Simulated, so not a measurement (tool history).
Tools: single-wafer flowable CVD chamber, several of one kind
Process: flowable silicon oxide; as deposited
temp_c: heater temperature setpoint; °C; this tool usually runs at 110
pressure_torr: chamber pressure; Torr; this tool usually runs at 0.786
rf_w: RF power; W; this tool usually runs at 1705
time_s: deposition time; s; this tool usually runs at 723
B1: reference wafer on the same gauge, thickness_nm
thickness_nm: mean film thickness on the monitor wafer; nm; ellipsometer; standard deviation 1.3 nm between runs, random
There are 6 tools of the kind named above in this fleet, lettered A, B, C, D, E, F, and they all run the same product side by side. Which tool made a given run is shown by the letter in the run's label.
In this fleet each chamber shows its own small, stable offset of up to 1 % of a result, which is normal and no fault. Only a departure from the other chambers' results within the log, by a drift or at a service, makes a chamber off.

{"run": "1A", "hour": 6.9, "temp_c": 110, "pressure_torr": 0.786, "rf_w": 1705, "time_s": 723, "B1": 289.15, "thickness_nm": 298.36}
{"run": "2E", "hour": 13.4, "temp_c": 110, "pressure_torr": 0.786, "rf_w": 1705, "time_s": 723, "B1": 288.76, "thickness_nm": 294.91}
{"run": "3F", "hour": 18.2, "temp_c": 110, "pressure_torr": 0.786, "rf_w": 1705, "time_s": 723, "B1": 289.01, "thickness_nm": 299.73}
{"run": "4C", "hour": 21.9, "temp_c": 110, "pressure_torr": 0.786, "rf_w": 1705, "time_s": 723, "B1": 289.04, "thickness_nm": 295.34}
{"run": "5D", "hour": 28.5, "temp_c": 110, "pressure_torr": 0.786, "rf_w": 1465, "time_s": 723, "B1": 288.96, "thickness_nm": 282.97}
{"run": "6B", "hour": 36.2, "temp_c": 110, "pressure_torr": 0.786, "rf_w": 1465, "time_s": 723, "B1": 288.92, "thickness_nm": 283.72}
{"run": "7F", "hour": 42.9, "temp_c": 110, "pressure_torr": 0.786, "rf_w": 1465, "time_s": 723, "B1": 288.97, "thickness_nm": 285.71}
{"run": "8D", "hour": 47.1, "temp_c": 110, "pressure_torr": 0.786, "rf_w": 1465, "time_s": 723, "B1": 289.25, "thickness_nm": 282.65}
{"run": "9A", "hour": 53.2, "temp_c": 110, "pressure_torr": 0.786, "rf_w": 1465, "time_s": 723, "B1": 289.26, "thickness_nm": 284.23}
{"run": "10C", "hour": 60.2, "temp_c": 110, "pressure_torr": 0.786, "rf_w": 1465, "time_s": 723, "B1": 289.37, "thickness_nm": 279.79}
{"hour": 62.3, "done": "chamber E: RF generator calibrated"}
{"run": "11B", "hour": 68.3, "temp_c": 110, "pressure_torr": 0.786, "rf_w": 1705, "time_s": 723, "B1": 289.13, "thickness_nm": 298.31}
{"run": "12E", "hour": 72.1, "temp_c": 110, "pressure_torr": 0.786, "rf_w": 1705, "time_s": 723, "B1": 289.13, "thickness_nm": 295.29}
{"run": "13D", "hour": 77.5, "temp_c": 110, "pressure_torr": 0.786, "rf_w": 1705, "time_s": 723, "B1": 289.07, "thickness_nm": 296.65}
{"run": "14A", "hour": 82.5, "temp_c": 110, "pressure_torr": 0.786, "rf_w": 1705, "time_s": 723, "B1": 289.06, "thickness_nm": 298.58}
{"hour": 85.0, "done": "chamber B: thermocouple changed; heater temperature recalibrated"}
{"run": "15C", "hour": 89.6, "temp_c": 110, "pressure_torr": 0.786, "rf_w": 1705, "time_s": 723, "B1": 289.15, "thickness_nm": 294.72}
{"run": "16B", "hour": 93.3, "temp_c": 110, "pressure_torr": 0.786, "rf_w": 1705, "time_s": 723, "B1": 289.07, "thickness_nm": 296.82}
{"run": "17F", "hour": 99.4, "temp_c": 110, "pressure_torr": 0.786, "rf_w": 1705, "time_s": 723, "B1": 289.07, "thickness_nm": 299.97}
{"run": "18E", "hour": 106.8, "temp_c": 110, "pressure_torr": 0.786, "rf_w": 1705, "time_s": 723, "B1": 289.11, "thickness_nm": 295.47}
{"run": "19F", "hour": 112.5, "temp_c": 110, "pressure_torr": 0.786, "rf_w": 1705, "time_s": 723, "B1": 289.34, "thickness_nm": 299.29}
{"run": "20B", "hour": 117.0, "temp_c": 110, "pressure_torr": 0.786, "rf_w": 1705, "time_s": 723, "B1": 289.17, "thickness_nm": 296.83}
{"run": "21C", "hour": 124.5, "temp_c": 110, "pressure_torr": 0.953, "rf_w": 1920, "time_s": 723, "B1": 288.79, "thickness_nm": 390.28}
{"run": "22E", "hour": 130.5, "temp_c": 110, "pressure_torr": 0.953, "rf_w": 1920, "time_s": 723, "B1": 288.92, "thickness_nm": 388.8}
{"run": "23A", "hour": 136.0, "temp_c": 110, "pressure_torr": 0.953, "rf_w": 1920, "time_s": 723, "B1": 288.79, "thickness_nm": 386.49}
{"run": "24D", "hour": 140.3, "temp_c": 110, "pressure_torr": 0.953, "rf_w": 1920, "time_s": 723, "B1": 288.97, "thickness_nm": 390}
{"run": "25D", "hour": 148.0, "temp_c": 110, "pressure_torr": 0.953, "rf_w": 1920, "time_s": 723, "B1": 288.96, "thickness_nm": 391.2}
{"run": "26A", "hour": 152.3, "temp_c": 110, "pressure_torr": 0.953, "rf_w": 1920, "time_s": 723, "B1": 288.86, "thickness_nm": 389.04}
{"run": "27B", "hour": 158.1, "temp_c": 110, "pressure_torr": 0.786, "rf_w": 1940, "time_s": 723, "B1": 289.26, "thickness_nm": 306.53}
{"run": "28F", "hour": 163.6, "temp_c": 110, "pressure_torr": 0.786, "rf_w": 1940, "time_s": 723, "B1": 288.63, "thickness_nm": 309.23}
{"run": "29E", "hour": 170.8, "temp_c": 110, "pressure_torr": 0.786, "rf_w": 1940, "time_s": 723, "B1": 288.9, "thickness_nm": 306.67}
{"run": "30C", "hour": 174.9, "temp_c": 110, "pressure_torr": 0.786, "rf_w": 1940, "time_s": 723, "B1": 289.1, "thickness_nm": 305.48}
{"run": "31B", "hour": 181.5, "temp_c": 110, "pressure_torr": 0.786, "rf_w": 1940, "time_s": 723, "B1": 288.94, "thickness_nm": 307.85}
{"run": "32C", "hour": 189.1, "temp_c": 110, "pressure_torr": 0.786, "rf_w": 1940, "time_s": 723, "B1": 288.87, "thickness_nm": 303.96}
{"run": "33A", "hour": 195.1, "temp_c": 110, "pressure_torr": 0.786, "rf_w": 1705, "time_s": 723, "B1": 289.1, "thickness_nm": 297.6}
{"run": "34F", "hour": 203.1, "temp_c": 110, "pressure_torr": 0.786, "rf_w": 1705, "time_s": 723, "B1": 288.91, "thickness_nm": 299.53}
{"run": "35E", "hour": 208.4, "temp_c": 110, "pressure_torr": 0.786, "rf_w": 1705, "time_s": 723, "B1": 288.79, "thickness_nm": 295.5}
{"run": "36D", "hour": 213.1, "temp_c": 110, "pressure_torr": 0.786, "rf_w": 1705, "time_s": 723, "B1": 289.11, "thickness_nm": 296.79}
{"run": "37A", "hour": 220.7, "temp_c": 110, "pressure_torr": 0.786, "rf_w": 1705, "time_s": 723, "B1": 288.81, "thickness_nm": 296.06}
{"run": "38E", "hour": 226.4, "temp_c": 110, "pressure_torr": 0.786, "rf_w": 1705, "time_s": 723, "B1": 288.98, "thickness_nm": 298.17}
{"run": "39F", "hour": 231.2, "temp_c": 110, "pressure_torr": 0.66, "rf_w": 1705, "time_s": 723, "B1": 288.93, "thickness_nm": 237.33}

Is one chamber off against the others, does the gauge drift, or is nothing wrong? If a chamber is off, say which, and what the likeliest cause is.

Beyond each chamber's small constant offset nothing stands out, and the gauge stays steady.
